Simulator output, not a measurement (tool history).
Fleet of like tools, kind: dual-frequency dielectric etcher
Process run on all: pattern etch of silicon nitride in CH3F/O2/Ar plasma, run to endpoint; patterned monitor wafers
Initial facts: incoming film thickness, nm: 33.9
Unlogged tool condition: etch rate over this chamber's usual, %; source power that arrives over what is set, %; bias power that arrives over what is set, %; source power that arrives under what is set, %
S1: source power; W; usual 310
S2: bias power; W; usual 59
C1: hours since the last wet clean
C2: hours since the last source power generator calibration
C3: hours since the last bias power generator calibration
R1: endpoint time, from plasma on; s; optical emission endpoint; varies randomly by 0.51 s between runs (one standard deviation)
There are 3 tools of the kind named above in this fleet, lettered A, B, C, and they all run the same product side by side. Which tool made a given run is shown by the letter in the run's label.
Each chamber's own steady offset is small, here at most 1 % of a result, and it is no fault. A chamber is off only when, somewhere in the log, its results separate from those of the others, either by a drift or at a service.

run	hour	S1	S2	C1	C2	C3	R1
# hour 1.3: chamber A: wet clean of the chamber
1A	4.5	310	59	3.2	1029.4	3808.5	58.797
2B	10.0	310	59	336.6	293.4	2461.5	57.864
3C	12.9	310	59	200.3	3724.2	4350.3	57.786
4C	18.3	310	59	205.7	3729.6	4355.7	58.029
5B	23.0	260	48	349.6	306.4	2474.5	67.157
6A	28.3	260	48	27.0	1053.2	3832.3	65.422
7C	31.3	260	48	218.7	3742.6	4368.7	65.038
8B	33.8	310	59	360.4	317.2	2485.3	58.085
9A	37.7	310	59	36.4	1062.6	3841.7	58.169
10B	42.6	310	59	369.2	326.0	2494.1	58.910
11C	46.3	310	59	233.7	3757.6	4383.7	58.556
12A	51.7	310	59	50.4	1076.6	3855.7	58.281
13C	55.8	310	59	243.2	3767.1	4393.2	57.689
14B	60.4	310	59	387.0	343.8	2511.9	58.176
15A	65.0	310	59	63.7	1089.9	3869.0	57.612
16C	68.3	310	59	255.7	3779.6	4405.7	57.714
17B	72.3	310	50	398.9	355.7	2523.8	61.851
18A	77.1	310	50	75.8	1102.0	3881.1	62.020
19C	80.6	310	50	268.0	3791.9	4418.0	61.617
20A	83.9	370	59	82.6	1108.8	3887.9	53.575
21B	87.7	370	59	414.3	371.1	2539.2	54.234
22B	92.0	370	59	418.6	375.4	2543.5	54.781
23C	97.4	270	48	284.8	3808.7	4434.8	64.977
24A	102.2	270	48	100.9	1127.1	3906.2	65.893
25C	106.3	270	48	293.7	3817.6	4443.7	64.221
26A	110.6	310	59	109.3	1135.5	3914.6	57.771
27B	113.6	310	59	440.2	397.0	2565.1	57.348

Next, all 3 chambers run the settings below, one line each with question marks for the results. What does each chamber give?
28A	117.7	310	59				?
28B	117.7	310	59				?
28C	117.7	310	59				?

run	R1
28A	58.119
28B	58.526
28C	56.767
